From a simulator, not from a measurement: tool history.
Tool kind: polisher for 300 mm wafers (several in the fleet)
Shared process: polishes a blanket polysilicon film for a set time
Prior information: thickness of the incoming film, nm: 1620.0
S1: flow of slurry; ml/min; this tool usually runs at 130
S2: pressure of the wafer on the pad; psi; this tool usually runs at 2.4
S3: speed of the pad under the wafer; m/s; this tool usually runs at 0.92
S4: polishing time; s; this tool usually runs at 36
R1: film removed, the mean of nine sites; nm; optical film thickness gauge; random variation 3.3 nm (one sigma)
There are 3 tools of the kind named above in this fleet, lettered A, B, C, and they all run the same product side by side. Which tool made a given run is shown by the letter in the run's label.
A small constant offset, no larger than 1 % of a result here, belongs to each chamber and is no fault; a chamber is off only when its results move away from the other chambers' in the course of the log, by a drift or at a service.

At hour 2.3: chamber A: worn pad replaced by a new one.
Run 1A, hour 9.4: usual settings. Result: R1 225.43 nm.
At hour 18.9: chamber A: head pressure recalibrated.
Run 2B, hour 22.1: usual settings. Result: R1 227.14 nm.
At hour 28.5: chamber C: worn pad replaced by a new one.
Run 3C, hour 30.8: usual settings. Result: R1 218.31 nm.
Run 4B, hour 39.7: usual settings. Result: R1 227.99 nm.
At hour 41.8: chamber C: slurry nozzle cleaned.
Run 5A, hour 49.1: usual settings. Result: R1 232.87 nm.
At hour 51.7: chamber A: worn pad replaced by a new one.
Run 6C, hour 57.5: usual settings. Result: R1 218.37 nm.
Run 7C, hour 71.0: usual settings. Result: R1 222.71 nm.
At hour 72.9: chamber C: worn pad replaced by a new one.
Run 8B, hour 84.3: usual settings. Result: R1 225.83 nm.
At hour 92.0: chamber A: worn pad replaced by a new one.
Run 9A, hour 98.4: usual settings. Result: R1 223.34 nm.
Run 10B, hour 111.8: usual settings. Result: R1 224.35 nm.
Run 11C, hour 119.9: usual settings. Result: R1 226.31 nm.
At hour 120.1: chamber C: worn pad replaced by a new one.
Run 12A, hour 128.2: usual settings but S2 2.8 psi, S3 0.70 m/s. Result: R1 200.52 nm.
Run 13B, hour 137.2: usual settings but S2 2.8 psi, S3 0.70 m/s. Result: R1 192.09 nm.
At hour 138.1: chamber A: worn pad replaced by a new one.
Run 14A, hour 151.1: usual settings but S2 2.8 psi, S3 0.70 m/s. Result: R1 200.64 nm.
Run 15C, hour 162.2: usual settings but S2 1.9 psi. Result: R1 177.24 nm.
Run 16B, hour 169.7: usual settings but S2 1.9 psi. Result: R1 171.96 nm.
At hour 172.6: chamber C: worn pad replaced by a new one.
Run 17C, hour 176.9: usual settings but S2 1.9 psi. Result: R1 173.80 nm.
Run 18A, hour 189.2: usual settings. Result: R1 221.90 nm.
At hour 190.2: chamber A: worn pad replaced by a new one.
At hour 192.8: chamber C: head pressure recalibrated.
Run 19C, hour 198.0: usual settings. Result: R1 220.94 nm.
Run 20B, hour 206.4: usual settings. Result: R1 208.45 nm.
Run 21A, hour 215.2: usual settings. Result: R1 223.93 nm.
At hour 224.6: chamber C: worn pad replaced by a new one.
Run 22C, hour 227.4: usual settings but S4 28 s. Result: R1 175.79 nm.

Is one chamber out of step, is the gauge drifting, or do the chambers differ by no more than their own small offsets? For an off chamber, give its letter and the likeliest cause.

One chamber, B, drifts off from the rest bit by bit.
Most likely cause: removal rate lost through wear of the pad, % = 8.47.
With only this log, it may be confused with: slurry flow missing at the pad, %; head's pressure below its setpoint, %.

Which of the 4 candidates below, each the usual settings with something changed and its results left as question marks, puts chamber B back in line with what the other chambers give on the usual settings?
In line here means within this much of the mean the other chambers give on the usual settings: R1 12.00 nm
Run 23B-1, hour 238.0: usual settings but S2 2.5 psi, S3 0.94 m/s, S4 37 s. Result: R1 ?.
Run 23B-2, hour 238.0: usual settings but S2 2.3 psi, S3 0.90 m/s, S4 35 s. Result: R1 ?.
Run 23B-3, hour 238.0: usual settings but S2 2.5 psi, S3 0.98 m/s, S4 38 s. Result: R1 ?.
Run 23B-4, hour 238.0: usual settings but S2 2.3 psi, S3 0.86 m/s, S4 34 s. Result: R1 ?.

What the other chambers average on the usual settings: R1 225.28 nm
  run      R1
23B-1  226.29
23B-2  188.76
23B-3  242.30
23B-4  175.22
The answer is 23B-1, which returns the chamber to within the allowed miss of the others.
